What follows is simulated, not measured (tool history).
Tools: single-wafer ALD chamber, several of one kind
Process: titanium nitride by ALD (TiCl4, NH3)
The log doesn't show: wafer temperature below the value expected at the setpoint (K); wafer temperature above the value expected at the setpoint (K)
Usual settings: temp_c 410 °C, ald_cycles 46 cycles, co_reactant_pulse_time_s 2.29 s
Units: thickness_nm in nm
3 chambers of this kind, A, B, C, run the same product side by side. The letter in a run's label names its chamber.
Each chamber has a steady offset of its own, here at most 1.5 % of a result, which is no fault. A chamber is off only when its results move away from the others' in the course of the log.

| run | day | temp_c | ald_cycles | co_reactant_pulse_time_s | hours since the last thermocouple change | read-back reference wafer on the same gauge, thickness_nm | thickness_nm |
|---|---|---|---|---|---|---|---|
| 1A | 0.188 | 410 | 46 | 2.29 | 52.7 | 0.94021 | 1.02850 |
| 2C | 0.404 | 410 | 46 | 2.29 | 1860.0 | 0.94028 | 1.01100 |
| 3B | 0.688 | 410 | 46 | 2.29 | 994.5 | 0.94071 | 1.03140 |
| 4C | 0.912 | 410 | 46 | 2.29 | 1872.2 | 0.94060 | 1.01100 |
| 5A | 1.204 | 410 | 46 | 2.29 | 77.1 | 0.94103 | 1.03070 |
| 6B | 1.408 | 410 | 46 | 2.29 | 1011.8 | 0.94111 | 1.03260 |
| 7B | 1.654 | 410 | 46 | 2.29 | 1017.7 | 0.94116 | 1.03430 |
| 8A | 1.829 | 410 | 46 | 2.29 | 92.1 | 0.94142 | 1.02880 |
| 9C | 2.067 | 410 | 46 | 2.29 | 1899.9 | 0.94141 | 1.01170 |
| 10B | 2.317 | 410 | 46 | 2.29 | 1033.6 | 0.94139 | 1.03190 |
| 11C | 2.608 | 410 | 46 | 2.29 | 1912.9 | 0.94185 | 1.01430 |
| 12A | 2.825 | 410 | 46 | 2.29 | 116.0 | 0.94181 | 1.03030 |
| 13A | 2.958 | 410 | 46 | 2.29 | 119.2 | 0.94205 | 1.02900 |
| 14B | 3.221 | 410 | 46 | 2.29 | 1055.3 | 0.94220 | 1.03350 |
| 15C | 3.362 | 410 | 46 | 2.29 | 1931.0 | 0.94216 | 1.01450 |
| 16A | 3.592 | 410 | 46 | 2.29 | 134.4 | 0.94208 | 1.03190 |
| 17C | 3.858 | 410 | 46 | 2.29 | 1942.9 | 0.94259 | 1.01220 |
| 18B | 4.000 | 410 | 53 | 2.29 | 1074.0 | 0.94286 | 1.19060 |
| 19A | 4.242 | 410 | 53 | 2.29 | 150.0 | 0.94283 | 1.18670 |
| 20C | 4.479 | 410 | 53 | 2.29 | 1957.8 | 0.94297 | 1.16860 |
| 21B | 4.654 | 410 | 46 | 2.29 | 1089.7 | 0.94319 | 1.03510 |
| 22A | 4.829 | 410 | 46 | 2.29 | 164.1 | 0.94321 | 1.03010 |
| 23C | 5.092 | 410 | 46 | 2.29 | 1972.5 | 0.94329 | 1.01510 |
| 24B | 5.362 | 410 | 46 | 2.29 | 1106.7 | 0.94343 | 1.03390 |
| 25A | 5.646 | 410 | 40 | 2.29 | 183.7 | 0.94408 | 0.89682 |
| 26C | 5.792 | 410 | 40 | 2.29 | 1989.3 | 0.94380 | 0.88310 |
| 27B | 5.946 | 410 | 40 | 2.29 | 1120.7 | 0.94411 | 0.89910 |

Is one chamber off against the others, does the gauge drift, or is nothing wrong? If a chamber is off, say which, and what the likeliest cause is.

The gauge drifts, so all chambers seem to drift together. No chamber is off.
Cause: gauge reads high (%) = 0.436.
